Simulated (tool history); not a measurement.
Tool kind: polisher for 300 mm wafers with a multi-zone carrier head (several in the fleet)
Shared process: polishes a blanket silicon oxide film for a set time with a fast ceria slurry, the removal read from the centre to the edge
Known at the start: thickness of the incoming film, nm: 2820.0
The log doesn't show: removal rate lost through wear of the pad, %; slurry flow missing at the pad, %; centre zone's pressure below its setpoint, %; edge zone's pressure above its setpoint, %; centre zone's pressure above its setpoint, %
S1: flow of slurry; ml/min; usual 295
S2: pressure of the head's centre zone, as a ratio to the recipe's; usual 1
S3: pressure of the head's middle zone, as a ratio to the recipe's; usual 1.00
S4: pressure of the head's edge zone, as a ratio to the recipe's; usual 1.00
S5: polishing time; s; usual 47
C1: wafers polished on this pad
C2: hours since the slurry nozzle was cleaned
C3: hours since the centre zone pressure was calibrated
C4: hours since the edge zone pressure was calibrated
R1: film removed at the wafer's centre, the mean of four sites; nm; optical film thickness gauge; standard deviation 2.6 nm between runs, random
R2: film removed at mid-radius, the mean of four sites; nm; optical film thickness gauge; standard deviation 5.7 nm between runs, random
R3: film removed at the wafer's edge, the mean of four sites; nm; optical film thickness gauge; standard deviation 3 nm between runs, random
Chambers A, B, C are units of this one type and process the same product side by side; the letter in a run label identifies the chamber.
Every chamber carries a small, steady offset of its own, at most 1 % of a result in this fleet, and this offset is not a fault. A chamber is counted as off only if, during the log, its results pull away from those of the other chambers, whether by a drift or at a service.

run	hour	S1	S2	S3	S4	S5	C1	C2	C3	C4	R1	R2	R3
1C	10.3	295	1	1.00	1.00	47	155	152.7	142.4	294.5	386.82	391.21	377.69
2A	15.4	295	1	1.00	1.00	47	853	192.5	1238.0	1082.8	384.18	382.28	385.14
3B	24.3	295	1	1.00	1.00	47	881	834.3	405.2	374.4	385.76	397.41	387.64
# hour 31.1: chamber B: edge zone pressure recalibrated
4B	31.4	295	1	1.00	1.00	47	971	841.4	412.3	0.4	388.21	382.73	388.78
5C	37.6	295	1	1.00	1.00	47	501	180.0	169.7	321.8	380.51	390.23	380.84
# hour 44.5: chamber B: worn pad replaced by a new one
6A	47.6	295	1	1.00	1.00	47	1261	224.7	1270.2	1115.0	385.85	388.56	385.36
# hour 54.9: chamber A: worn pad replaced by a new one
7B	57.4	250	1	1.00	1.05	47	164	867.4	438.3	26.4	378.06	384.46	394.18
8C	67.3	250	1	1.00	1.05	47	877	209.7	199.4	351.5	373.45	371.48	390.83
9A	77.3	250	1	1.00	1.05	47	284	254.4	1299.9	1144.7	384.93	382.41	385.61
10B	85.5	295	1	1.00	1.00	47	520	895.5	466.4	54.5	384.37	381.57	386.50
11A	95.9	295	1	1.00	1.00	47	520	273.0	1318.5	1163.3	390.14	389.05	390.66
# hour 96.3: chamber C: worn pad replaced by a new one
12C	107.3	295	1	1.00	1.00	47	140	249.7	239.4	391.5	388.89	389.12	386.56
# hour 113.9: chamber B: worn pad replaced by a new one
13A	115.3	295	1	1.00	1.00	47	765	292.4	1337.9	1182.7	386.62	383.79	388.01
14B	120.9	295	1	1.00	1.00	47	89	930.9	501.8	89.9	385.95	390.27	391.11
15C	130.6	295	1	1.00	1.00	47	435	273.0	262.7	414.8	384.43	385.98	382.29
16B	137.5	295	1	1.00	1.00	56	299	947.5	518.4	106.5	462.17	462.07	465.94
# hour 148.2: chamber C: slurry nozzle cleaned
17C	148.7	295	1	1.00	1.00	56	664	0.5	280.8	432.9	457.42	452.73	457.17
# hour 152.0: chamber A: worn pad replaced by a new one
18A	156.1	295	1	1.00	1.00	56	52	333.2	1378.7	1223.5	462.86	479.23	456.96
# hour 156.4: chamber B: slurry nozzle cleaned
19A	165.3	295	1	1.00	1.00	47	169	342.4	1387.9	1232.7	382.17	382.62	388.11
# hour 167.8: chamber C: edge zone pressure recalibrated
20C	172.7	295	1	1.00	1.00	47	968	24.5	304.8	5.0	383.42	384.21	380.36
# hour 180.7: chamber A: centre zone pressure recalibrated
21B	182.6	295	1	1.08	0.91	47	870	26.2	563.5	151.6	386.20	422.63	367.81
22B	189.5	295	1	1.08	0.91	47	958	33.1	570.4	158.5	385.89	417.31	371.98
# hour 193.0: chamber C: worn pad replaced by a new one
# hour 194.7: chamber B: worn pad replaced by a new one
23A	199.8	295	1	1.08	0.91	47	606	376.9	19.1	1267.2	353.84	409.84	367.96
24C	210.6	295	1	1.00	1.00	47	223	62.4	342.7	42.9	381.24	389.59	379.77
# hour 216.0: chamber A: slurry nozzle cleaned
25B	220.0	295	1	1.00	1.00	47	321	63.6	600.9	189.0	387.01	393.13	388.58
26A	226.1	295	1	1.00	1.00	47	939	10.2	45.4	1293.5	354.08	390.88	385.10
27C	232.1	295	1	1.00	1.00	47	495	83.9	364.2	64.4	382.95	377.84	390.59
28A	240.5	295	1	1.00	1.00	47	1121	24.6	59.8	1307.9	353.83	398.54	385.60
29B	248.0	295	1	1.00	1.00	47	675	91.6	628.9	217.0	384.58	389.80	387.67
30C	253.6	295	1	1.00	1.00	47	767	105.4	385.7	85.9	384.53	386.35	386.26
# hour 256.9: chamber A: worn pad replaced by a new one
31B	263.8	295	1	0.91	1.00	47	875	107.4	644.7	232.8	387.11	353.63	386.95
32A	272.1	295	1	0.91	1.00	47	193	56.2	91.4	1339.5	353.65	358.19	384.04
# hour 277.7: chamber B: worn pad replaced by a new one
33C	279.8	295	1	0.91	1.00	47	1099	131.6	411.9	112.1	386.99	347.30	383.42
34A	285.8	295	1	1.00	1.00	47	367	69.9	105.1	1353.2	353.03	396.27	385.69
# hour 290.6: chamber C: worn pad replaced by a new one
35C	293.2	295	1	1.00	1.00	47	33	145.0	425.3	125.5	385.54	375.86	383.73
36B	304.6	295	1	1.00	1.00	47	341	148.2	685.5	273.6	385.51	384.32	385.07
37C	315.9	295	1	1.00	1.00	47	321	167.7	448.0	148.2	387.09	374.38	386.31
38A	323.4	295	1	1.00	1.00	47	843	107.5	142.7	1390.8	352.65	385.83	380.69
39B	330.0	295	1	1.00	1.00	47	663	173.6	710.9	299.0	384.26	384.31	389.07
40B	341.0	295	1	1.00	1.00	47	802	184.6	721.9	310.0	382.70	393.02	389.94

All 3 chambers run these settings next. Forecast each chamber's results:
41A	349.4	295	1	1.00	1.00	47					?	?	?
41B	349.4	295	1	1.00	1.00	47					?	?	?
41C	349.4	295	1	1.00	1.00	47					?	?	?

run	R1	R2	R3
41A	353.97	384.73	384.84
41B	386.99	393.02	391.28
41C	384.69	385.02	385.24
